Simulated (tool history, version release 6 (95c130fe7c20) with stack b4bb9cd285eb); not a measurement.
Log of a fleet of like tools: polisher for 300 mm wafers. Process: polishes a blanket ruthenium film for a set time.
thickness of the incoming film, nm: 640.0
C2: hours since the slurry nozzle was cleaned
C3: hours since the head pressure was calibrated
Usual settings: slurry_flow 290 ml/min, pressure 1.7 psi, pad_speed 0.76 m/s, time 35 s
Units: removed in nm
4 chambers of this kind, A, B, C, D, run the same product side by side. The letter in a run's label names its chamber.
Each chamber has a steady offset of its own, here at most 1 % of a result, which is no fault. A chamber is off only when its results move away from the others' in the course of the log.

At hour 2: chamber B: worn pad replaced by a new one.
Run 1C, hour 9.4: usual settings; wafers polished on this pad 367; C2 244.5; C3 437.2. Result: removed 22.65 nm.
Run 2A, hour 15.9: usual settings; wafers polished on this pad 196; C2 156.1; C3 42.9. Result: removed 22.129 nm.
Run 3B, hour 22.3: usual settings; wafers polished on this pad 218; C2 462.2; C3 156.6. Result: removed 22.403 nm.
At hour 29.4: chamber C: slurry nozzle cleaned.
Run 4D, hour 34.1: usual settings; wafers polished on this pad 933; C2 177.4; C3 565.5. Result: removed 22.53 nm.
At hour 35.3: chamber C: worn pad replaced by a new one.
Run 5D, hour 45.2: usual settings; wafers polished on this pad 1052; C2 188.5; C3 576.6. Result: removed 22.101 nm.
At hour 45.9: chamber B: worn pad replaced by a new one.
Run 6A, hour 53: usual settings; wafers polished on this pad 595; C2 193.2; C3 80. Result: removed 22.575 nm.
At hour 53.1: chamber D: worn pad replaced by a new one.
Run 7C, hour 61.5: usual settings; wafers polished on this pad 281; C2 32.1; C3 489.3. Result: removed 22.403 nm.
At hour 63.2: chamber A: slurry nozzle cleaned.
Run 8B, hour 67: usual settings; wafers polished on this pad 227; C2 506.9; C3 201.3. Result: removed 22.401 nm.
At hour 69.4: chamber A: worn pad replaced by a new one.
Run 9D, hour 76.5: usual settings; wafers polished on this pad 251; C2 219.8; C3 607.9. Result: removed 22.41 nm.
Run 10C, hour 85: usual settings; wafers polished on this pad 534; C2 55.6; C3 512.8. Result: removed 22.652 nm.
Run 11B, hour 93.1: usual settings; wafers polished on this pad 507; C2 533; C3 227.4. Result: removed 22.5 nm.
At hour 99.5: chamber B: worn pad replaced by a new one.
Run 12A, hour 100.4: usual settings; wafers polished on this pad 333; C2 37.3; C3 127.4. Result: removed 22.35 nm.
At hour 102.6: chamber C: worn pad replaced by a new one.
Run 13A, hour 109.1: usual settings; wafers polished on this pad 426; C2 46; C3 136.1. Result: removed 22.235 nm.
Run 14B, hour 115.1: usual settings but slurry_flow 250 ml/min, time 46 s; wafers polished on this pad 167; C2 555; C3 249.4. Result: removed 28.957 nm.
Run 15C, hour 124.8: usual settings but slurry_flow 250 ml/min, time 46 s; wafers polished on this pad 239; C2 95.4; C3 552.6. Result: removed 29.252 nm.
Run 16D, hour 133.5: usual settings but slurry_flow 250 ml/min, time 46 s; wafers polished on this pad 864; C2 276.8; C3 664.9. Result: removed 28.996 nm.
At hour 139.7: chamber A: worn pad replaced by a new one.
Run 17B, hour 143.2: usual settings but slurry_flow 250 ml/min, time 46 s; wafers polished on this pad 469; C2 583.1; C3 277.5. Result: removed 28.76 nm.
At hour 143.5: chamber B: worn pad replaced by a new one.
Run 18D, hour 152.6: usual settings; wafers polished on this pad 1069; C2 295.9; C3 684. Result: removed 22.282 nm.
At hour 156.1: chamber C: worn pad replaced by a new one.
Run 19A, hour 164.6: usual settings but slurry_flow 225 ml/min, time 41 s; wafers polished on this pad 268; C2 101.5; C3 191.6. Result: removed 25.711 nm.
At hour 165.9: chamber D: worn pad replaced by a new one.
Run 20C, hour 172.9: usual settings but slurry_flow 225 ml/min, time 41 s; wafers polished on this pad 181; C2 143.5; C3 600.7. Result: removed 25.538 nm.
Run 21A, hour 182.7: usual settings but slurry_flow 225 ml/min, time 41 s; wafers polished on this pad 462; C2 119.6; C3 209.7. Result: removed 25.761 nm.
At hour 187.2: chamber B: worn pad replaced by a new one.
Run 22B, hour 191.3: usual settings but slurry_flow 225 ml/min, time 41 s; wafers polished on this pad 44; C2 631.2; C3 325.6. Result: removed 25.304 nm.
At hour 199.7: chamber C: head pressure recalibrated.
Run 23C, hour 203.2: usual settings but slurry_flow 200 ml/min, pressure 1.4 psi; wafers polished on this pad 506; C2 173.8; C3 3.6. Result: removed 17.883 nm.
At hour 208.4: chamber C: worn pad replaced by a new one.
At hour 208.7: chamber D: slurry nozzle cleaned.
Run 24D, hour 212.9: usual settings but slurry_flow 200 ml/min, pressure 1.4 psi; wafers polished on this pad 505; C2 4.2; C3 744.3. Result: removed 17.62 nm.
Run 25C, hour 220.8: usual settings but slurry_flow 200 ml/min, pressure 1.4 psi; wafers polished on this pad 133; C2 191.4; C3 21.2. Result: removed 17.824 nm.

Is one chamber off against the others, does the gauge drift, or is nothing wrong? If a chamber is off, say which, and what the likeliest cause is.

No chamber stands off beyond its own small offset, and the gauge holds steady.
